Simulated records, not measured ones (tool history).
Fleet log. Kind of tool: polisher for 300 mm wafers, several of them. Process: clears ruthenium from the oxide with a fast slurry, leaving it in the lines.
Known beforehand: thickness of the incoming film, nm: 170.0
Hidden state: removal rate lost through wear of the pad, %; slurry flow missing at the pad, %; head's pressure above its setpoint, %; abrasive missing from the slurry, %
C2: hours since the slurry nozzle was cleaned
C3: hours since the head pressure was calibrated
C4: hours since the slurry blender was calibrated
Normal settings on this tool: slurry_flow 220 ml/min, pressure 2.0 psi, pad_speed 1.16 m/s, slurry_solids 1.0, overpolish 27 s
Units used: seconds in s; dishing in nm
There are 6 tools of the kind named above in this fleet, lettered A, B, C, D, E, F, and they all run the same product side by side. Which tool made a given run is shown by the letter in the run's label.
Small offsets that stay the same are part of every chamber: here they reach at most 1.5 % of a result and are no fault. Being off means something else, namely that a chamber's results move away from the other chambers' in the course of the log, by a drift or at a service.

{"hour": 2.1, "done": "chamber B: worn pad replaced by a new one"}
{"run": "1B", "hour": 4.2, "slurry_flow": 220, "pressure": 2.0, "pad_speed": 1.16, "slurry_solids": 1.0, "overpolish": 27, "wafers polished on this pad": 25, "C2": 601.8, "C3": 397.7, "C4": 97.1, "seconds": 51.288, "dishing": 65.258}
{"hour": 5.7, "done": "chamber F: worn pad replaced by a new one"}
{"run": "2D", "hour": 6.6, "slurry_flow": 220, "pressure": 2.0, "pad_speed": 1.16, "slurry_solids": 1.0, "overpolish": 27, "wafers polished on this pad": 676, "C2": 201.9, "C3": 566.4, "C4": 27.0, "seconds": 51.504, "dishing": 64.57}
{"run": "3C", "hour": 8.7, "slurry_flow": 220, "pressure": 2.0, "pad_speed": 1.16, "slurry_solids": 1.0, "overpolish": 27, "wafers polished on this pad": 814, "C2": 516.7, "C3": 827.0, "C4": 155.9, "seconds": 50.95, "dishing": 65.792}
{"run": "4F", "hour": 11.7, "slurry_flow": 220, "pressure": 2.0, "pad_speed": 1.16, "slurry_solids": 1.0, "overpolish": 27, "wafers polished on this pad": 73, "C2": 119.8, "C3": 21.2, "C4": 205.0, "seconds": 51.468, "dishing": 66.656}
{"hour": 13.9, "done": "chamber A: worn pad replaced by a new one"}
{"run": "5A", "hour": 14.0, "slurry_flow": 220, "pressure": 2.0, "pad_speed": 1.16, "slurry_solids": 1.0, "overpolish": 27, "wafers polished on this pad": 2, "C2": 94.8, "C3": 663.3, "C4": 105.1, "seconds": 51.724, "dishing": 65.887}
{"run": "6E", "hour": 15.8, "slurry_flow": 220, "pressure": 2.0, "pad_speed": 1.16, "slurry_solids": 1.0, "overpolish": 27, "wafers polished on this pad": 337, "C2": 333.2, "C3": 1201.1, "C4": 143.8, "seconds": 50.263, "dishing": 64.691}
{"hour": 17.6, "done": "chamber D: worn pad replaced by a new one"}
{"run": "7E", "hour": 18.9, "slurry_flow": 220, "pressure": 2.0, "pad_speed": 1.16, "slurry_solids": 1.0, "overpolish": 27, "wafers polished on this pad": 374, "C2": 336.3, "C3": 1204.2, "C4": 146.9, "seconds": 53.629, "dishing": 65.049}
{"run": "8C", "hour": 22.2, "slurry_flow": 220, "pressure": 2.0, "pad_speed": 1.16, "slurry_solids": 0.8, "overpolish": 27, "wafers polished on this pad": 976, "C2": 530.2, "C3": 840.5, "C4": 169.4, "seconds": 56.488, "dishing": 60.245}
{"hour": 24.5, "done": "chamber E: slurry blender recalibrated"}
{"run": "9F", "hour": 25.5, "slurry_flow": 220, "pressure": 2.0, "pad_speed": 1.16, "slurry_solids": 0.8, "overpolish": 27, "wafers polished on this pad": 238, "C2": 133.6, "C3": 35.0, "C4": 218.8, "seconds": 58.854, "dishing": 60.271}
{"run": "10D", "hour": 28.6, "slurry_flow": 220, "pressure": 2.0, "pad_speed": 1.16, "slurry_solids": 0.8, "overpolish": 27, "wafers polished on this pad": 132, "C2": 223.9, "C3": 588.4, "C4": 49.0, "seconds": 57.953, "dishing": 58.682}
{"hour": 29.4, "done": "chamber C: slurry blender recalibrated"}
{"hour": 30.2, "done": "chamber C: worn pad replaced by a new one"}
{"run": "11B", "hour": 32.6, "slurry_flow": 220, "pressure": 2.0, "pad_speed": 1.16, "slurry_solids": 0.8, "overpolish": 27, "wafers polished on this pad": 366, "C2": 630.2, "C3": 426.1, "C4": 125.5, "seconds": 57.508, "dishing": 60.007}
{"hour": 32.8, "done": "chamber C: slurry nozzle cleaned"}
{"run": "12A", "hour": 35.4, "slurry_flow": 220, "pressure": 2.0, "pad_speed": 1.16, "slurry_solids": 0.8, "overpolish": 27, "wafers polished on this pad": 258, "C2": 116.2, "C3": 684.7, "C4": 126.5, "seconds": 58.733, "dishing": 61.372}
{"run": "13D", "hour": 39.4, "slurry_flow": 220, "pressure": 2.0, "pad_speed": 1.16, "slurry_solids": 0.8, "overpolish": 27, "wafers polished on this pad": 261, "C2": 234.7, "C3": 599.2, "C4": 59.8, "seconds": 58.053, "dishing": 59.894}
{"run": "14B", "hour": 42.3, "slurry_flow": 220, "pressure": 2.0, "pad_speed": 1.16, "slurry_solids": 1.0, "overpolish": 27, "wafers polished on this pad": 482, "C2": 639.9, "C3": 435.8, "C4": 135.2, "seconds": 51.554, "dishing": 65.096}
{"hour": 44.9, "done": "chamber E: head pressure recalibrated"}
{"run": "15A", "hour": 45.0, "slurry_flow": 220, "pressure": 1.8, "pad_speed": 1.16, "slurry_solids": 1.0, "overpolish": 27, "wafers polished on this pad": 373, "C2": 125.8, "C3": 694.3, "C4": 136.1, "seconds": 58.544, "dishing": 60.474}
{"run": "16F", "hour": 47.2, "slurry_flow": 220, "pressure": 1.8, "pad_speed": 1.16, "slurry_solids": 1.0, "overpolish": 27, "wafers polished on this pad": 498, "C2": 155.3, "C3": 56.7, "C4": 240.5, "seconds": 57.41, "dishing": 58.526}
{"run": "17C", "hour": 51.2, "slurry_flow": 220, "pressure": 1.8, "pad_speed": 1.16, "slurry_solids": 1.0, "overpolish": 27, "wafers polished on this pad": 251, "C2": 18.5, "C3": 869.5, "C4": 21.8, "seconds": 57.056, "dishing": 60.002}
{"hour": 51.5, "done": "chamber E: worn pad replaced by a new one"}
{"run": "18E", "hour": 53.6, "slurry_flow": 220, "pressure": 1.8, "pad_speed": 1.16, "slurry_solids": 1.0, "overpolish": 27, "wafers polished on this pad": 25, "C2": 371.0, "C3": 8.8, "C4": 29.2, "seconds": 56.606, "dishing": 59.244}
{"run": "19A", "hour": 55.8, "slurry_flow": 220, "pressure": 1.8, "pad_speed": 1.16, "slurry_solids": 1.0, "overpolish": 27, "wafers polished on this pad": 503, "C2": 136.6, "C3": 705.1, "C4": 146.9, "seconds": 58.418, "dishing": 60.913}
{"run": "20D", "hour": 58.4, "slurry_flow": 220, "pressure": 1.8, "pad_speed": 1.16, "slurry_solids": 1.0, "overpolish": 27, "wafers polished on this pad": 489, "C2": 253.7, "C3": 618.2, "C4": 78.8, "seconds": 56.605, "dishing": 60.534}
{"run": "21E", "hour": 60.3, "slurry_flow": 220, "pressure": 2.0, "pad_speed": 0.88, "slurry_solids": 1.0, "overpolish": 27, "wafers polished on this pad": 105, "C2": 377.7, "C3": 15.5, "C4": 35.9, "seconds": 66.574, "dishing": 51.548}
{"hour": 61.1, "done": "chamber A: worn pad replaced by a new one"}
{"run": "22F", "hour": 63.5, "slurry_flow": 220, "pressure": 2.0, "pad_speed": 0.88, "slurry_solids": 1.0, "overpolish": 27, "wafers polished on this pad": 694, "C2": 171.6, "C3": 73.0, "C4": 256.8, "seconds": 69.946, "dishing": 51.204}
{"run": "23C", "hour": 66.4, "slurry_flow": 220, "pressure": 2.0, "pad_speed": 0.88, "slurry_solids": 1.0, "overpolish": 27, "wafers polished on this pad": 434, "C2": 33.7, "C3": 884.7, "C4": 37.0, "seconds": 67.495, "dishing": 53.442}
{"run": "24B", "hour": 69.2, "slurry_flow": 220, "pressure": 2.0, "pad_speed": 0.88, "slurry_solids": 1.0, "overpolish": 27, "wafers polished on this pad": 805, "C2": 666.8, "C3": 462.7, "C4": 162.1, "seconds": 68.594, "dishing": 52.79}
{"run": "25D", "hour": 71.7, "slurry_flow": 220, "pressure": 2.0, "pad_speed": 0.88, "slurry_solids": 1.0, "overpolish": 27, "wafers polished on this pad": 648, "C2": 267.0, "C3": 631.5, "C4": 92.1, "seconds": 69.751, "dishing": 50.568}
{"run": "26E", "hour": 73.8, "slurry_flow": 220, "pressure": 2.0, "pad_speed": 0.88, "slurry_solids": 1.0, "overpolish": 27, "wafers polished on this pad": 267, "C2": 391.2, "C3": 29.0, "C4": 49.4, "seconds": 69.015, "dishing": 52.792}
{"hour": 76.1, "done": "chamber F: worn pad replaced by a new one"}
{"run": "27B", "hour": 77.6, "slurry_flow": 220, "pressure": 2.0, "pad_speed": 1.16, "slurry_solids": 1.0, "overpolish": 27, "wafers polished on this pad": 906, "C2": 675.2, "C3": 471.1, "C4": 170.5, "seconds": 50.586, "dishing": 63.812}
{"hour": 78.9, "done": "chamber D: worn pad replaced by a new one"}
{"run": "28C", "hour": 81.3, "slurry_flow": 220, "pressure": 2.6, "pad_speed": 1.16, "slurry_solids": 1.0, "overpolish": 27, "wafers polished on this pad": 612, "C2": 48.6, "C3": 899.6, "C4": 51.9, "seconds": 40.105, "dishing": 80.257}
{"hour": 81.9, "done": "chamber B: worn pad replaced by a new one"}
{"run": "29A", "hour": 83.8, "slurry_flow": 220, "pressure": 2.6, "pad_speed": 1.16, "slurry_solids": 1.0, "overpolish": 27, "wafers polished on this pad": 273, "C2": 164.6, "C3": 733.1, "C4": 174.9, "seconds": 39.462, "dishing": 79.303}
{"run": "30F", "hour": 86.1, "slurry_flow": 220, "pressure": 2.6, "pad_speed": 1.16, "slurry_solids": 1.0, "overpolish": 27, "wafers polished on this pad": 120, "C2": 194.2, "C3": 95.6, "C4": 279.4, "seconds": 41.959, "dishing": 78.138}
{"hour": 88.4, "done": "chamber A: slurry blender recalibrated"}
{"run": "31B", "hour": 88.7, "slurry_flow": 220, "pressure": 2.6, "pad_speed": 1.16, "slurry_solids": 1.0, "overpolish": 27, "wafers polished on this pad": 81, "C2": 686.3, "C3": 482.2, "C4": 181.6, "seconds": 38.439, "dishing": 76.639}
{"run": "32D", "hour": 92.6, "slurry_flow": 220, "pressure": 2.6, "pad_speed": 1.16, "slurry_solids": 1.0, "overpolish": 27, "wafers polished on this pad": 165, "C2": 287.9, "C3": 652.4, "C4": 113.0, "seconds": 40.041, "dishing": 79.423}
{"run": "33C", "hour": 95.2, "slurry_flow": 220, "pressure": 2.6, "pad_speed": 1.16, "slurry_solids": 1.0, "overpolish": 27, "wafers polished on this pad": 779, "C2": 62.5, "C3": 913.5, "C4": 65.8, "seconds": 39.268, "dishing": 79.543}
{"run": "34A", "hour": 97.2, "slurry_flow": 220, "pressure": 2.0, "pad_speed": 1.16, "slurry_solids": 1.0, "overpolish": 27, "wafers polished on this pad": 434, "C2": 178.0, "C3": 746.5, "C4": 8.8, "seconds": 51.977, "dishing": 65.404}
{"run": "35F", "hour": 100.8, "slurry_flow": 220, "pressure": 2.0, "pad_speed": 1.16, "slurry_solids": 1.0, "overpolish": 27, "wafers polished on this pad": 296, "C2": 208.9, "C3": 110.3, "C4": 294.1, "seconds": 55.282, "dishing": 60.492}
{"run": "36E", "hour": 104.1, "slurry_flow": 220, "pressure": 2.0, "pad_speed": 1.16, "slurry_solids": 1.0, "overpolish": 27, "wafers polished on this pad": 631, "C2": 421.5, "C3": 59.3, "C4": 79.7, "seconds": 51.206, "dishing": 64.398}
{"run": "37D", "hour": 107.4, "slurry_flow": 220, "pressure": 2.0, "pad_speed": 1.16, "slurry_solids": 1.0, "overpolish": 27, "wafers polished on this pad": 342, "C2": 302.7, "C3": 667.2, "C4": 127.8, "seconds": 52.7, "dishing": 64.091}
{"run": "38A", "hour": 111.5, "slurry_flow": 155, "pressure": 2.3, "pad_speed": 1.16, "slurry_solids": 1.0, "overpolish": 27, "wafers polished on this pad": 605, "C2": 192.3, "C3": 760.8, "C4": 23.1, "seconds": 47.978, "dishing": 70.626}
{"hour": 112.0, "done": "chamber A: worn pad replaced by a new one"}
{"hour": 114.7, "done": "chamber E: worn pad replaced by a new one"}
{"run": "39B", "hour": 115.5, "slurry_flow": 155, "pressure": 2.3, "pad_speed": 1.16, "slurry_solids": 1.0, "overpolish": 27, "wafers polished on this pad": 403, "C2": 713.1, "C3": 509.0, "C4": 208.4, "seconds": 45.736, "dishing": 70.0}
{"run": "40C", "hour": 117.7, "slurry_flow": 155, "pressure": 2.3, "pad_speed": 1.16, "slurry_solids": 1.0, "overpolish": 27, "wafers polished on this pad": 1049, "C2": 85.0, "C3": 936.0, "C4": 88.3, "seconds": 47.446, "dishing": 69.661}
{"run": "41F", "hour": 120.1, "slurry_flow": 155, "pressure": 2.3, "pad_speed": 1.16, "slurry_solids": 1.0, "overpolish": 27, "wafers polished on this pad": 528, "C2": 228.2, "C3": 129.6, "C4": 313.4, "seconds": 52.578, "dishing": 63.249}
{"run": "42E", "hour": 123.0, "slurry_flow": 155, "pressure": 2.3, "pad_speed": 1.16, "slurry_solids": 1.0, "overpolish": 27, "wafers polished on this pad": 100, "C2": 440.4, "C3": 78.2, "C4": 98.6, "seconds": 46.902, "dishing": 68.113}
{"run": "43A", "hour": 125.6, "slurry_flow": 155, "pressure": 2.3, "pad_speed": 1.16, "slurry_solids": 1.0, "overpolish": 27, "wafers polished on this pad": 163, "C2": 206.4, "C3": 774.9, "C4": 37.2, "seconds": 47.12, "dishing": 70.426}
{"run": "44E", "hour": 129.6, "slurry_flow": 220, "pressure": 2.0, "pad_speed": 1.16, "slurry_solids": 1.0, "overpolish": 27, "wafers polished on this pad": 179, "C2": 447.0, "C3": 84.8, "C4": 105.2, "seconds": 52.715, "dishing": 65.33}

What goes on in this fleet: one chamber off, a drifting gauge, or nothing beyond the chambers' own small offsets? Name the chamber and the cause, if any.

It is chamber F that slowly wanders off from its peers.
Cause: abrasive missing from the slurry, % = 21.7.
The log may not tell that from: head's pressure below its setpoint, %.

Below are 4 candidate recipes for chamber F's next run, each the usual settings with a change, their results shown as question marks. Which of them brings F's results back in line with what the other chambers give on the usual settings?
A result is in line if it is within this distance of the other chambers' mean on the usual settings: seconds 2.600 s; dishing 3.100 nm
{"run": "45F-1", "hour": 132.7, "slurry_flow": 220, "pressure": 2.1, "pad_speed": 1.22, "slurry_solids": 1.0, "overpolish": 27, "seconds": "?", "dishing": "?"}
{"run": "45F-2", "hour": 132.7, "slurry_flow": 215, "pressure": 1.8, "pad_speed": 1.06, "slurry_solids": 0.95, "overpolish": 28, "seconds": "?", "dishing": "?"}
{"run": "45F-3", "hour": 132.7, "slurry_flow": 225, "pressure": 2.2, "pad_speed": 1.28, "slurry_solids": 1.05, "overpolish": 27, "seconds": "?", "dishing": "?"}
{"run": "45F-4", "hour": 132.7, "slurry_flow": 220, "pressure": 1.9, "pad_speed": 1.1, "slurry_solids": 1.0, "overpolish": 27, "seconds": "?", "dishing": "?"}

The mean the other chambers reach with the usual settings: seconds 51.644 s; dishing 65.278 nm
run=45F-1 seconds=52.484 dishing=64.452
run=45F-2 seconds=72.595 dishing=50.866
run=45F-3 seconds=46.452 dishing=70.935
run=45F-4 seconds=64.342 dishing=54.592
The right change is 45F-1: it brings the chamber back within the allowed miss of the others.
